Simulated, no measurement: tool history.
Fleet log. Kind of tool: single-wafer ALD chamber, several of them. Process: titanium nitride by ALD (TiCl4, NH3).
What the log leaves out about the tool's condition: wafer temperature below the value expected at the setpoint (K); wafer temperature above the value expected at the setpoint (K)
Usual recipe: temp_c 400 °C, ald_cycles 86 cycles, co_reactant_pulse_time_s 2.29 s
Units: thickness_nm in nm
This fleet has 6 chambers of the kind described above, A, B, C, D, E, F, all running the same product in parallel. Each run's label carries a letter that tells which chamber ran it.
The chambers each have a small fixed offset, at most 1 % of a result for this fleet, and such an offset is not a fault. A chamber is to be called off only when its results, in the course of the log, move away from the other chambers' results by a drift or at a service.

run     day  temp_c  ald_cycles  co_reactant_pulse_time_s  hours since the last thermocouple change  read-back reference wafer on the same gauge, thickness_nm  thickness_nm
 1F   0.429     400          86                      2.29                                    1568.3                                                     1.8704        1.9111
 2E   0.642     400          86                      2.29                                     459.7                                                     1.8706        1.9167
 3C   0.967     400          86                      2.29                                    1453.0                                                     1.8706        1.9062
 4B   1.321     400          86                      2.29                                     200.3                                                     1.8704        1.8994
 5D   1.571     400          86                      2.29                                    1329.7                                                     1.8707        1.9180
 6A   2.038     400         100                      1.59                                     483.3                                                     1.8712        2.1751
 7C   2.271     400         100                      1.59                                    1484.3                                                     1.8711        2.1824
 8E   2.538     400         100                      1.59                                     505.2                                                     1.8716        2.1940
 9F   2.975     400         100                      1.59                                    1629.4                                                     1.8713        2.1888
10D   3.192     400         100                      1.59                                    1368.6                                                     1.8714        2.1951
11A   3.621     400         100                      1.59                                     521.3                                                     1.8719        2.1815
12B   4.079     392         103                      2.29                                     266.5                                                     1.8722        2.2617
13E   4.412     392         103                      2.29                                     550.2                                                     1.8722        2.2826
      4.446  -- chamber F: thermocouple changed; heater temperature recalibrated
14C   4.708     392         103                      2.29                                    1542.8                                                     1.8721        2.2692
      4.825  -- chamber D: thermocouple changed; heater temperature recalibrated
15F   5.138     392         103                      2.29                                      16.7                                                     1.8725        2.2748
16D   5.408     392         103                      2.29                                      14.0                                                     1.8729        2.2830
17B   5.742     392         103                      2.29                                     306.4                                                     1.8735        2.2634
18A   6.138     400          86                      2.29                                     581.7                                                     1.8726        1.9059
19A   6.371     400          86                      2.29                                     587.3                                                     1.8734        1.9014
20F   6.862     400          86                      2.29                                      58.1                                                     1.8732        1.9121
21D   7.117     400          86                      2.29                                      55.0                                                     1.8743        1.9210
22C   7.338     400          86                      2.29                                    1605.9                                                     1.8736        1.9105
23B   7.567     400          86                      2.29                                     350.2                                                     1.8742        1.9040
24E   7.812     400          86                      2.29                                     631.8                                                     1.8739        1.9176
25A   8.225     400          86                      2.29                                     631.8                                                     1.8746        1.9062
26E   8.679     400          86                      1.74                                     652.6                                                     1.8744        1.9016
27B   9.154     400          86                      1.74                                     388.3                                                     1.8741        1.8829
28D   9.450     400          86                      1.74                                     111.0                                                     1.8747        1.9009
29F   9.775     400          86                      1.74                                     128.0                                                     1.8746        1.8924
30C  10.158     400          86                      1.74                                    1673.6                                                     1.8752        1.8893
31B  10.467     400          86                      1.74                                     419.8                                                     1.8757        1.8813
32A  10.800     400          86                      2.29                                     693.6                                                     1.8755        1.9083
33C  11.058     400          86                      2.29                                    1695.2                                                     1.8753        1.9109
34E  11.392     400          86                      2.29                                     717.7                                                     1.8756        1.9162
35D  11.879     400          86                      2.29                                     169.3                                                     1.8762        1.9249
36F  12.158     400          86                      2.29                                     185.2                                                     1.8764        1.9162
37B  12.612     400          92                      2.02                                     471.3                                                     1.8765        2.0307
38A  13.012     400          92                      2.02                                     746.7                                                     1.8768        2.0307
39F  13.421     400          92                      2.02                                     215.5                                                     1.8768        2.0398
40C  13.829     400          92                      2.02                                    1761.7                                                     1.8769        2.0347
41E  14.108     400          92                      2.02                                     782.9                                                     1.8773        2.0445
42D  14.508     400          92                      2.02                                     232.4                                                     1.8773        2.0458

Is one chamber out of step, is the gauge drifting, or do the chambers differ by no more than their own small offsets? For an off chamber, give its letter and the likeliest cause.

The gauge drifts, so all chambers seem to drift together. No chamber is off.
Most likely cause: gauge reads high (%) = 0.413.

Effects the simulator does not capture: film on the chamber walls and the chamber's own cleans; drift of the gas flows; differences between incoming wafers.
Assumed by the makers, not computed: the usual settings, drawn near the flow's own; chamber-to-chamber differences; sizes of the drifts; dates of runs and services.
